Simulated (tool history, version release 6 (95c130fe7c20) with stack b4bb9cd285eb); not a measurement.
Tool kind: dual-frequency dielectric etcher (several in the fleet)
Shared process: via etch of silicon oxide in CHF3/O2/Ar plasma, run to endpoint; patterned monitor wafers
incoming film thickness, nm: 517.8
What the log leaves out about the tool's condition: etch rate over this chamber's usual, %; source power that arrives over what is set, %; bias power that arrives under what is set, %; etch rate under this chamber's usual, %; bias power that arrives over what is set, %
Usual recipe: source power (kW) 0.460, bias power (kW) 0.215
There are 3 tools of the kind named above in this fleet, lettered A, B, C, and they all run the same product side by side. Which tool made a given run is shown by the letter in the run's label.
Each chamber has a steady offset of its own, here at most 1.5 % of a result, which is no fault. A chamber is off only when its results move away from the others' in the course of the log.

| run | hour | source power (kW) | bias power (kW) | hours since the last wet clean | hours since the last source power generator calibration | hours since the last bias power generator calibration | endpoint time (s) |
|---|---|---|---|---|---|---|---|
| 1C | 7.8 | 0.460 | 0.215 | 289.9 | 2327.0 | 195.2 | 271.82 |
| 2A | 17.2 | 0.460 | 0.215 | 55.9 | 192.6 | 965.9 | 276.69 |
| 3B | 24.0 | 0.460 | 0.215 | 101.1 | 156.7 | 939.2 | 275.08 |
| 4A | 33.3 | 0.460 | 0.215 | 72.0 | 208.7 | 982.0 | 276.44 |
| 5B | 41.7 | 0.460 | 0.215 | 118.8 | 174.4 | 956.9 | 273.35 |
| 6C | 48.5 | 0.460 | 0.215 | 330.6 | 2367.7 | 235.9 | 272.39 |
| 7C | 55.7 | 0.460 | 0.215 | 337.8 | 2374.9 | 243.1 | 273.34 |
| 8A | 60.9 | 0.460 | 0.242 | 99.6 | 236.3 | 1009.6 | 265.11 |
| 9B | 67.2 | 0.460 | 0.242 | 144.3 | 199.9 | 982.4 | 264.37 |
| 10B | 73.0 | 0.460 | 0.242 | 150.1 | 205.7 | 988.2 | 263.30 |
| 11A | 81.8 | 0.460 | 0.215 | 120.5 | 257.2 | 1030.5 | 275.46 |
| 12C | 91.0 | 0.460 | 0.215 | 373.1 | 2410.2 | 278.4 | 272.22 |
| 13C | 100.0 | 0.460 | 0.215 | 382.1 | 2419.2 | 287.4 | 271.14 |
| 14B | 106.2 | 0.460 | 0.215 | 183.3 | 238.9 | 1021.4 | 275.31 |
| 15A | 113.2 | 0.460 | 0.215 | 151.9 | 288.6 | 1061.9 | 274.90 |
| 16A | 120.2 | 0.460 | 0.215 | 158.9 | 295.6 | 1068.9 | 275.25 |
| 17B | 125.1 | 0.460 | 0.215 | 202.2 | 257.8 | 1040.3 | 274.51 |
| 18C | 133.2 | 0.460 | 0.215 | 415.3 | 2452.4 | 320.6 | 271.52 |
| 19B | 142.6 | 0.460 | 0.215 | 219.7 | 275.3 | 1057.8 | 275.50 |
| 20C | 152.2 | 0.460 | 0.215 | 434.3 | 2471.4 | 339.6 | 271.66 |
| 21A | 159.6 | 0.460 | 0.215 | 198.3 | 335.0 | 1108.3 | 276.93 |
| 22C | 164.8 | 0.460 | 0.215 | 446.9 | 2484.0 | 352.2 | 272.11 |
| 23B | 173.2 | 0.460 | 0.215 | 250.3 | 305.9 | 1088.4 | 273.94 |
| 24A | 177.8 | 0.380 | 0.251 | 216.5 | 353.2 | 1126.5 | 281.25 |
| 25C | 185.0 | 0.380 | 0.251 | 467.1 | 2504.2 | 372.4 | 275.33 |
|  | 187.1 | chamber C: wet clean of the chamber |
| 26B | 191.2 | 0.380 | 0.251 | 268.3 | 323.9 | 1106.4 | 280.67 |
| 27A | 200.0 | 0.460 | 0.215 | 238.7 | 375.4 | 1148.7 | 274.65 |
| 28A | 206.9 | 0.520 | 0.163 | 245.6 | 382.3 | 1155.6 | 288.41 |
| 29C | 214.9 | 0.520 | 0.163 | 27.8 | 2534.1 | 402.3 | 298.17 |
| 30B | 222.4 | 0.520 | 0.163 | 299.5 | 355.1 | 1137.6 | 289.89 |
| 31A | 226.6 | 0.460 | 0.215 | 265.3 | 402.0 | 1175.3 | 275.34 |
| 32B | 236.0 | 0.460 | 0.215 | 313.1 | 368.7 | 1151.2 | 274.93 |
| 33C | 243.6 | 0.460 | 0.215 | 56.5 | 2562.8 | 431.0 | 283.48 |
| 34B | 251.4 | 0.460 | 0.215 | 328.5 | 384.1 | 1166.6 | 276.36 |
| 35C | 259.2 | 0.460 | 0.215 | 72.1 | 2578.4 | 446.6 | 285.57 |
| 36A | 264.0 | 0.460 | 0.215 | 302.7 | 439.4 | 1212.7 | 276.53 |
| 37A | 270.1 | 0.460 | 0.215 | 308.8 | 445.5 | 1218.8 | 276.23 |
| 38C | 278.5 | 0.460 | 0.266 | 91.4 | 2597.7 | 465.9 | 262.31 |
| 39B | 282.9 | 0.460 | 0.266 | 360.0 | 415.6 | 1198.1 | 253.74 |
| 40B | 291.0 | 0.460 | 0.266 | 368.1 | 423.7 | 1206.2 | 256.20 |
| 41C | 295.5 | 0.460 | 0.215 | 108.4 | 2614.7 | 482.9 | 286.69 |

Next, every chamber runs the same settings. What will each give?
| 42A | 302.5 | 0.460 | 0.215 |  |  |  | ? |
| 42B | 302.5 | 0.460 | 0.215 |  |  |  | ? |
| 42C | 302.5 | 0.460 | 0.215 |  |  |  | ? |

| run | endpoint time (s) |
|---|---|
| 42A | 276.30 |
| 42B | 272.19 |
| 42C | 284.79 |

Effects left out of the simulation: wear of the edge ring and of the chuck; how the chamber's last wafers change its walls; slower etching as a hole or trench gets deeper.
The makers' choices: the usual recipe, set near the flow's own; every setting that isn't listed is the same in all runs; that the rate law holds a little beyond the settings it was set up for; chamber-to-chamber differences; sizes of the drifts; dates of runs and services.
